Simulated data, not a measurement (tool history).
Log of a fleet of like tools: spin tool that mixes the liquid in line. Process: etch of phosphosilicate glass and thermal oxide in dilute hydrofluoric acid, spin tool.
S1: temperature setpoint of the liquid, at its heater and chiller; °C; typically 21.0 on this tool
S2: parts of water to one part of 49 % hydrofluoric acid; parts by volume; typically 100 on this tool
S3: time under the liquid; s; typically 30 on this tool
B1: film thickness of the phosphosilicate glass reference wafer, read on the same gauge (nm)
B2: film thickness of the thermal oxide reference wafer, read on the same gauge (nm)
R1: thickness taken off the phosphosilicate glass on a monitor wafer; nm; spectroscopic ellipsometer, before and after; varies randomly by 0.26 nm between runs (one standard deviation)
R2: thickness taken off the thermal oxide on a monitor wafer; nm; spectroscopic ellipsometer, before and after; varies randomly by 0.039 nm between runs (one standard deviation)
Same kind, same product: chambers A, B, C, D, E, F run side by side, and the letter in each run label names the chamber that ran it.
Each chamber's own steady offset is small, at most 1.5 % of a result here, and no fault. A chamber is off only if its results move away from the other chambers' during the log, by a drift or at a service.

| run | hour | S1 | S2 | S3 | B1 | B2 | R1 | R2 |
|---|---|---|---|---|---|---|---|---|
| 1D | 13.0 | 21.0 | 100 | 30 | 129.95 | 119.99 | 35.663 | 1.34620 |
| 2E | 26.5 | 21.0 | 100 | 30 | 130.03 | 120.01 | 35.226 | 1.31090 |
|  | 28.0 | chamber E: hydrofluoric acid flow meter replaced |
| 3C | 37.4 | 21.0 | 100 | 30 | 130.05 | 119.99 | 35.568 | 1.29810 |
| 4B | 49.2 | 21.0 | 100 | 30 | 130.03 | 120.03 | 35.491 | 1.25090 |
| 5F | 55.9 | 25.5 | 100 | 45 | 129.98 | 120.01 | 63.395 | 2.32140 |
| 6A | 69.8 | 25.5 | 100 | 45 | 129.98 | 119.98 | 63.481 | 2.16900 |
| 7E | 78.0 | 25.5 | 100 | 45 | 129.97 | 120.01 | 63.096 | 2.33680 |
| 8A | 90.4 | 25.5 | 100 | 45 | 130.02 | 120.01 | 63.859 | 2.17890 |
|  | 96.0 | chamber B: thermometer replaced |
| 9B | 97.3 | 25.5 | 100 | 45 | 129.99 | 120.02 | 63.146 | 2.25420 |
| 10F | 105.9 | 25.5 | 100 | 45 | 129.99 | 120.00 | 64.444 | 2.35700 |
| 11D | 120.7 | 21.0 | 100 | 30 | 129.97 | 120.01 | 35.596 | 1.26610 |
| 12C | 127.2 | 21.0 | 100 | 30 | 130.05 | 119.99 | 35.813 | 1.33420 |
| 13F | 140.2 | 21.0 | 100 | 30 | 130.05 | 119.99 | 35.720 | 1.32360 |
| 14A | 153.6 | 21.0 | 100 | 30 | 129.95 | 120.01 | 35.511 | 1.30510 |
| 15B | 164.5 | 21.0 | 100 | 30 | 130.01 | 120.00 | 35.839 | 1.17200 |
| 16C | 173.0 | 21.0 | 100 | 30 | 130.02 | 120.01 | 35.861 | 1.30790 |
| 17E | 183.7 | 21.0 | 100 | 30 | 130.01 | 120.00 | 34.955 | 1.30020 |
|  | 185.6 | chamber F: thermometer replaced |
| 18D | 191.5 | 21.0 | 100 | 30 | 130.01 | 119.99 | 35.371 | 1.33360 |
| 19F | 206.3 | 21.0 | 100 | 30 | 130.01 | 120.00 | 36.055 | 1.26560 |
| 20D | 215.7 | 21.0 | 100 | 30 | 130.02 | 120.02 | 35.208 | 1.23960 |
| 21B | 230.1 | 21.0 | 100 | 30 | 129.96 | 120.01 | 35.347 | 1.31580 |
| 22A | 241.5 | 21.0 | 100 | 35 | 130.07 | 120.01 | 41.569 | 1.42000 |
| 23E | 250.1 | 21.0 | 100 | 35 | 130.03 | 119.99 | 40.721 | 1.54090 |
| 24C | 264.1 | 21.0 | 100 | 35 | 129.99 | 119.99 | 41.671 | 1.40900 |
| 25E | 276.3 | 21.0 | 100 | 35 | 129.97 | 120.00 | 41.012 | 1.46970 |
| 26C | 290.6 | 21.0 | 100 | 35 | 130.00 | 120.00 | 41.517 | 1.44880 |
| 27D | 304.3 | 21.0 | 100 | 35 | 129.97 | 120.00 | 41.043 | 1.48230 |
| 28B | 317.0 | 21.0 | 100 | 30 | 130.05 | 119.98 | 35.522 | 1.28920 |
| 29A | 329.8 | 21.0 | 100 | 30 | 130.04 | 119.98 | 35.516 | 1.28020 |
| 30F | 337.9 | 21.0 | 100 | 30 | 130.01 | 120.02 | 35.818 | 1.28360 |
| 31C | 352.4 | 21.0 | 100 | 30 | 129.96 | 120.03 | 35.495 | 1.27400 |
| 32D | 364.3 | 21.0 | 100 | 30 | 129.97 | 119.97 | 35.748 | 1.24780 |
|  | 367.1 | chamber C: thermometer replaced |
| 33A | 373.8 | 21.0 | 55 | 40 | 130.01 | 120.00 | 90.524 | 3.20770 |
| 34F | 383.5 | 21.0 | 55 | 40 | 130.02 | 119.99 | 90.281 | 3.25610 |
| 35B | 396.2 | 21.0 | 55 | 40 | 129.99 | 119.99 | 90.953 | 3.18310 |
| 36E | 402.7 | 21.0 | 55 | 40 | 130.03 | 120.01 | 89.610 | 3.04400 |
| 37E | 410.8 | 21.0 | 55 | 40 | 129.99 | 119.99 | 90.768 | 3.18880 |
| 38C | 424.0 | 21.0 | 55 | 40 | 129.99 | 120.01 | 89.500 | 3.08170 |
| 39B | 430.8 | 21.0 | 100 | 30 | 129.99 | 120.01 | 35.374 | 1.27780 |
| 40F | 440.8 | 21.0 | 100 | 30 | 129.97 | 120.03 | 35.887 | 1.27680 |

Each of the 6 chambers runs these same settings next. Fill in every chamber's results:
| 41A | 451.5 | 21.0 | 100 | 20 |  |  | ? | ? |
| 41B | 451.5 | 21.0 | 100 | 20 |  |  | ? | ? |
| 41C | 451.5 | 21.0 | 100 | 20 |  |  | ? | ? |
| 41D | 451.5 | 21.0 | 100 | 20 |  |  | ? | ? |
| 41E | 451.5 | 21.0 | 100 | 20 |  |  | ? | ? |
| 41F | 451.5 | 21.0 | 100 | 20 |  |  | ? | ? |

| run | R1 | R2 |
|---|---|---|
| 41A | 23.591 | 0.82941 |
| 41B | 23.780 | 0.84425 |
| 41C | 23.808 | 0.84027 |
| 41D | 23.520 | 0.86157 |
| 41E | 23.531 | 0.82211 |
| 41F | 23.805 | 0.81796 |

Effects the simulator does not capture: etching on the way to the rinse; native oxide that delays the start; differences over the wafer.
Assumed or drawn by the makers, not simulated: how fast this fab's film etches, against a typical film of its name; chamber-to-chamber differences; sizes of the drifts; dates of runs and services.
